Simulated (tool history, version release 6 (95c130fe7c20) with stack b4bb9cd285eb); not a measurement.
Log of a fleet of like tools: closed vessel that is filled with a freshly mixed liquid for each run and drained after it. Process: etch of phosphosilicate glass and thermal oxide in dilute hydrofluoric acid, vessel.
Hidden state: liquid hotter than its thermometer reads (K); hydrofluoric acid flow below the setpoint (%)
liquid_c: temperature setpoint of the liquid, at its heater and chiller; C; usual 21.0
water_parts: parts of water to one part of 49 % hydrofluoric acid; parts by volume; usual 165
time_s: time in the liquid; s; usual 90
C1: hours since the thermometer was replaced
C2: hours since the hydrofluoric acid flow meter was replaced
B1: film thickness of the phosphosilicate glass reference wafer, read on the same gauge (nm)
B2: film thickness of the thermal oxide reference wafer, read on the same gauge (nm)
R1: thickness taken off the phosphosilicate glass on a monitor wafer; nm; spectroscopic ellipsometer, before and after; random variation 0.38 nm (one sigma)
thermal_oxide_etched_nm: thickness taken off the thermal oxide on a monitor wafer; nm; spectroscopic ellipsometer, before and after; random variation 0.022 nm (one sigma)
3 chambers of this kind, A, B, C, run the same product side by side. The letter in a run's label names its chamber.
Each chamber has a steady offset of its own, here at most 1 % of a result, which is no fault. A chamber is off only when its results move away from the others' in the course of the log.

run 1B hour=7.6 | liquid_c=21.0 water_parts=165 time_s=90 | C1=1558.5 C2=462.8 | B1=89.977 B2=130.00 | R1=54.323 thermal_oxide_etched_nm=2.2153
run 2A hour=14.3 | liquid_c=21.0 water_parts=165 time_s=90 | C1=667.9 C2=569.2 | B1=89.995 B2=130.03 | R1=53.783 thermal_oxide_etched_nm=2.1766
run 3C hour=20.8 | liquid_c=21.0 water_parts=165 time_s=90 | C1=513.9 C2=228.4 | B1=90.007 B2=129.98 | R1=54.007 thermal_oxide_etched_nm=2.2012
run 4C hour=25.1 | liquid_c=21.0 water_parts=165 time_s=90 | C1=518.2 C2=232.7 | B1=89.998 B2=129.99 | R1=54.691 thermal_oxide_etched_nm=2.1935
run 5B hour=29.4 | liquid_c=21.0 water_parts=165 time_s=90 | C1=1580.3 C2=484.6 | B1=89.957 B2=130.01 | R1=53.539 thermal_oxide_etched_nm=2.1923
run 6A hour=33.0 | liquid_c=24.5 water_parts=165 time_s=60 | C1=686.6 C2=587.9 | B1=90.011 B2=129.99 | R1=41.275 thermal_oxide_etched_nm=1.6698
run 7B hour=39.4 | liquid_c=24.5 water_parts=165 time_s=60 | C1=1590.3 C2=494.6 | B1=89.980 B2=130.00 | R1=41.841 thermal_oxide_etched_nm=1.6839
run 8A hour=43.3 | liquid_c=24.5 water_parts=165 time_s=60 | C1=696.9 C2=598.2 | B1=90.021 B2=130.00 | R1=41.131 thermal_oxide_etched_nm=1.6791
run 9C hour=50.8 | liquid_c=21.0 water_parts=165 time_s=90 | C1=543.9 C2=258.4 | B1=89.983 B2=130.01 | R1=53.902 thermal_oxide_etched_nm=2.2088
run 10C hour=59.0 | liquid_c=21.0 water_parts=165 time_s=90 | C1=552.1 C2=266.6 | B1=89.954 B2=130.00 | R1=54.793 thermal_oxide_etched_nm=2.2081
run 11A hour=65.2 | liquid_c=23.0 water_parts=165 time_s=90 | C1=718.8 C2=620.1 | B1=89.998 B2=130.00 | R1=56.903 thermal_oxide_etched_nm=2.3426
run 12B hour=69.8 | liquid_c=23.0 water_parts=165 time_s=90 | C1=1620.7 C2=525.0 | B1=90.030 B2=130.00 | R1=57.489 thermal_oxide_etched_nm=2.3909
run 13B hour=75.3 | liquid_c=23.0 water_parts=165 time_s=90 | C1=1626.2 C2=530.5 | B1=90.018 B2=130.01 | R1=58.709 thermal_oxide_etched_nm=2.4553
run 14A hour=82.8 | liquid_c=21.0 water_parts=165 time_s=90 | C1=736.4 C2=637.7 | B1=90.003 B2=129.98 | R1=53.201 thermal_oxide_etched_nm=2.1159
run 15C hour=86.7 | liquid_c=21.0 water_parts=165 time_s=65 | C1=579.8 C2=294.3 | B1=90.021 B2=130.02 | R1=39.458 thermal_oxide_etched_nm=1.5680
run 16B hour=94.5 | liquid_c=21.0 water_parts=165 time_s=65 | C1=1645.4 C2=549.7 | B1=89.985 B2=130.01 | R1=39.318 thermal_oxide_etched_nm=1.6101
run 17A hour=102.5 | liquid_c=21.0 water_parts=165 time_s=65 | C1=756.1 C2=657.4 | B1=90.001 B2=129.99 | R1=38.014 thermal_oxide_etched_nm=1.5415
run 18C hour=110.5 | liquid_c=21.0 water_parts=165 time_s=90 | C1=603.6 C2=318.1 | B1=89.980 B2=129.99 | R1=54.482 thermal_oxide_etched_nm=2.2126
run 19C hour=114.1 | liquid_c=21.0 water_parts=165 time_s=90 | C1=607.2 C2=321.7 | B1=89.993 B2=130.01 | R1=54.240 thermal_oxide_etched_nm=2.1795
run 20B hour=118.0 | liquid_c=21.0 water_parts=165 time_s=90 | C1=1668.9 C2=573.2 | B1=89.966 B2=130.02 | R1=53.935 thermal_oxide_etched_nm=2.2203
run 21A hour=124.6 | liquid_c=21.0 water_parts=165 time_s=90 | C1=778.2 C2=679.5 | B1=89.975 B2=130.00 | R1=52.744 thermal_oxide_etched_nm=2.0909
run 22B hour=130.1 | liquid_c=21.0 water_parts=165 time_s=90 | C1=1681.0 C2=585.3 | B1=90.037 B2=129.99 | R1=54.606 thermal_oxide_etched_nm=2.1980
run 23C hour=135.7 | liquid_c=21.0 water_parts=165 time_s=90 | C1=628.8 C2=343.3 | B1=90.013 B2=130.01 | R1=54.003 thermal_oxide_etched_nm=2.2185
run 24A hour=140.5 | liquid_c=21.0 water_parts=165 time_s=90 | C1=794.1 C2=695.4 | B1=89.973 B2=129.99 | R1=52.129 thermal_oxide_etched_nm=2.0799
run 25B hour=147.7 | liquid_c=24.5 water_parts=165 time_s=90 | C1=1698.6 C2=602.9 | B1=89.986 B2=129.99 | R1=60.894 thermal_oxide_etched_nm=2.5068
run 26C hour=154.9 | liquid_c=24.5 water_parts=165 time_s=90 | C1=648.0 C2=362.5 | B1=90.015 B2=129.98 | R1=61.745 thermal_oxide_etched_nm=2.4828
run 27A hour=160.0 | liquid_c=24.5 water_parts=165 time_s=90 | C1=813.6 C2=714.9 | B1=90.025 B2=130.01 | R1=58.236 thermal_oxide_etched_nm=2.3388
run 28A hour=168.1 | liquid_c=21.0 water_parts=135 time_s=45 | C1=821.7 C2=723.0 | B1=89.986 B2=129.99 | R1=32.698 thermal_oxide_etched_nm=1.2973
run 29C hour=176.1 | liquid_c=21.0 water_parts=135 time_s=45 | C1=669.2 C2=383.7 | B1=90.016 B2=130.01 | R1=34.120 thermal_oxide_etched_nm=1.3876
run 30B hour=182.0 | liquid_c=21.0 water_parts=135 time_s=45 | C1=1732.9 C2=637.2 | B1=90.041 B2=130.01 | R1=34.120 thermal_oxide_etched_nm=1.3818
run 31C hour=187.7 | liquid_c=21.0 water_parts=140 time_s=120 | C1=680.8 C2=395.3 | B1=90.000 B2=129.99 | R1=87.858 thermal_oxide_etched_nm=3.5665
run 32A hour=195.1 | liquid_c=21.0 water_parts=140 time_s=120 | C1=848.7 C2=750.0 | B1=90.025 B2=130.01 | R1=81.058 thermal_oxide_etched_nm=3.3078
run 33B hour=199.2 | liquid_c=21.0 water_parts=140 time_s=120 | C1=1750.1 C2=654.4 | B1=90.040 B2=130.01 | R1=85.904 thermal_oxide_etched_nm=3.5105
run 34C hour=206.3 | liquid_c=21.0 water_parts=165 time_s=90 | C1=699.4 C2=413.9 | B1=89.948 B2=130.02 | R1=54.160 thermal_oxide_etched_nm=2.2216
run 35B hour=211.2 | liquid_c=21.0 water_parts=165 time_s=145 | C1=1762.1 C2=666.4 | B1=89.986 B2=129.98 | R1=87.124 thermal_oxide_etched_nm=3.6137
run 36A hour=215.2 | liquid_c=21.0 water_parts=165 time_s=145 | C1=868.8 C2=770.1 | B1=90.001 B2=130.00 | R1=80.216 thermal_oxide_etched_nm=3.2673
run 37A hour=222.6 | liquid_c=21.0 water_parts=165 time_s=145 | C1=876.2 C2=777.5 | B1=89.961 B2=130.01 | R1=79.646 thermal_oxide_etched_nm=3.2636
run 38B hour=230.7 | liquid_c=21.0 water_parts=165 time_s=90 | C1=1781.6 C2=685.9 | B1=90.047 B2=129.99 | R1=54.482 thermal_oxide_etched_nm=2.2325
run 39C hour=238.2 | liquid_c=21.0 water_parts=165 time_s=90 | C1=731.3 C2=445.8 | B1=89.990 B2=129.99 | R1=54.295 thermal_oxide_etched_nm=2.2178
run 40B hour=243.8 | liquid_c=21.0 water_parts=165 time_s=90 | C1=1794.7 C2=699.0 | B1=89.995 B2=130.00 | R1=53.644 thermal_oxide_etched_nm=2.2105

Is one chamber off against the others, does the gauge drift, or is nothing wrong? If a chamber is off, say which, and what the likeliest cause is.

Chamber A drifts away from the others.
Cause: hydrofluoric acid flow below the setpoint (%) = 7.51.
The log may not tell that from: liquid colder than its thermometer reads (K).

Here are 4 candidates for chamber A's next run, each the usual settings with a change, their results left as question marks. Which one brings its results back in line with what the others give on the usual settings?
In line means no further than this from the other chambers' mean on the usual settings: R1 1.300 nm; thermal_oxide_etched_nm 0.0760 nm
run 41A-1 hour=249.7 | liquid_c=21.0 water_parts=175 time_s=80 | R1=? thermal_oxide_etched_nm=?
run 41A-2 hour=249.7 | liquid_c=21.0 water_parts=160 time_s=95 | R1=? thermal_oxide_etched_nm=?
run 41A-3 hour=249.7 | liquid_c=21.0 water_parts=170 time_s=85 | R1=? thermal_oxide_etched_nm=?
run 41A-4 hour=249.7 | liquid_c=21.5 water_parts=155 time_s=100 | R1=? thermal_oxide_etched_nm=?

The other chambers' mean on the usual settings: R1 54.143 nm; thermal_oxide_etched_nm 2.2005 nm
run=41A-1 R1=41.164 thermal_oxide_etched_nm=1.6553
run=41A-2 R1=54.376 thermal_oxide_etched_nm=2.1866
run=41A-3 R1=45.276 thermal_oxide_etched_nm=1.8207
run=41A-4 R1=60.617 thermal_oxide_etched_nm=2.4376
41A-2 brings the chamber back in line.
